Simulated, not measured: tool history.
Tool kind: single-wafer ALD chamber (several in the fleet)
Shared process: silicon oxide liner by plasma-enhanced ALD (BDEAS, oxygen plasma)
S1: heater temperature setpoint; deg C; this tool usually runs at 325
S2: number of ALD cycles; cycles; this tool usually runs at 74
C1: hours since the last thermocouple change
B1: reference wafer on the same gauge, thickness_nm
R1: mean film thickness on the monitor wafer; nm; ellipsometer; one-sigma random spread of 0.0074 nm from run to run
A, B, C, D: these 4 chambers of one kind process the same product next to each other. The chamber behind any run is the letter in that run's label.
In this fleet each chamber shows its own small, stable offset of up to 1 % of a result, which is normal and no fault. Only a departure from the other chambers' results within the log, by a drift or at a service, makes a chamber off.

run 1D hour=3.9 | S1=325 S2=74 | C1=701.4 | B1=6.5405 | R1=6.6112
run 2B hour=7.6 | S1=325 S2=74 | C1=353.4 | B1=6.5409 | R1=6.6551
run 3C hour=11.7 | S1=325 S2=74 | C1=34.4 | B1=6.5408 | R1=6.5783
run 4A hour=16.5 | S1=325 S2=74 | C1=1204.5 | B1=6.5422 | R1=6.6794
run 5B hour=20.6 | S1=339 S2=74 | C1=366.4 | B1=6.5430 | R1=6.5402
run 6C hour=25.5 | S1=339 S2=74 | C1=48.2 | B1=6.5473 | R1=6.4667
run 7A hour=29.0 | S1=339 S2=74 | C1=1217.0 | B1=6.5463 | R1=6.5495
run 8D hour=32.2 | S1=339 S2=74 | C1=729.7 | B1=6.5465 | R1=6.4853
run 9A hour=35.2 | S1=325 S2=74 | C1=1223.2 | B1=6.5479 | R1=6.6919
run 10C hour=40.3 | S1=325 S2=74 | C1=63.0 | B1=6.5499 | R1=6.6036
run 11B hour=44.9 | S1=325 S2=74 | C1=390.7 | B1=6.5495 | R1=6.6671
run 12D hour=47.9 | S1=325 S2=63 | C1=745.4 | B1=6.5511 | R1=5.6306
run 13A hour=52.8 | S1=325 S2=63 | C1=1240.8 | B1=6.5533 | R1=5.7076
run 14D hour=55.6 | S1=325 S2=63 | C1=753.1 | B1=6.5517 | R1=5.6290
run 15C hour=59.2 | S1=325 S2=63 | C1=81.9 | B1=6.5519 | R1=5.6184
run 16B hour=63.8 | S1=325 S2=74 | C1=409.6 | B1=6.5539 | R1=6.6861
run 17B hour=67.5 | S1=325 S2=74 | C1=413.3 | B1=6.5560 | R1=6.6761
run 18A hour=70.6 | S1=325 S2=74 | C1=1258.6 | B1=6.5564 | R1=6.7160
run 19C hour=73.3 | S1=325 S2=74 | C1=96.0 | B1=6.5557 | R1=6.6149
run 20D hour=77.8 | S1=325 S2=74 | C1=775.3 | B1=6.5582 | R1=6.6265
run 21D hour=82.2 | S1=325 S2=74 | C1=779.7 | B1=6.5588 | R1=6.6147
-- hour=83.4 chamber A: thermocouple changed; heater temperature recalibrated
run 22C hour=84.9 | S1=325 S2=74 | C1=107.6 | B1=6.5602 | R1=6.6106
run 23A hour=88.9 | S1=325 S2=74 | C1=5.6 | B1=6.5602 | R1=6.7107
run 24B hour=92.0 | S1=315 S2=74 | C1=437.8 | B1=6.5605 | R1=6.7714
run 25B hour=94.4 | S1=315 S2=74 | C1=440.2 | B1=6.5612 | R1=6.7845
run 26D hour=97.2 | S1=315 S2=74 | C1=794.7 | B1=6.5637 | R1=6.7203
run 27A hour=100.0 | S1=315 S2=74 | C1=16.7 | B1=6.5611 | R1=6.8155
run 28C hour=103.5 | S1=325 S2=74 | C1=126.2 | B1=6.5637 | R1=6.6193
run 29B hour=108.4 | S1=325 S2=74 | C1=454.2 | B1=6.5653 | R1=6.6882
run 30D hour=111.5 | S1=313 S2=86 | C1=809.0 | B1=6.5651 | R1=7.8423
run 31C hour=114.4 | S1=313 S2=86 | C1=137.1 | B1=6.5662 | R1=7.8362
run 32A hour=118.6 | S1=313 S2=86 | C1=35.3 | B1=6.5678 | R1=7.9323
run 33D hour=121.3 | S1=313 S2=86 | C1=818.8 | B1=6.5669 | R1=7.8526
run 34C hour=124.2 | S1=325 S2=74 | C1=146.9 | B1=6.5677 | R1=6.6221
run 35B hour=126.7 | S1=325 S2=74 | C1=472.5 | B1=6.5688 | R1=6.6937

Next, all 4 chambers run the settings below, one line each with question marks for the results. What does each chamber give?
run 36A hour=130.3 | S1=325 S2=74 | R1=?
run 36B hour=130.3 | S1=325 S2=74 | R1=?
run 36C hour=130.3 | S1=325 S2=74 | R1=?
run 36D hour=130.3 | S1=325 S2=74 | R1=?

run=36A R1=6.7338
run=36B R1=6.6983
run=36C R1=6.6210
run=36D R1=6.6306
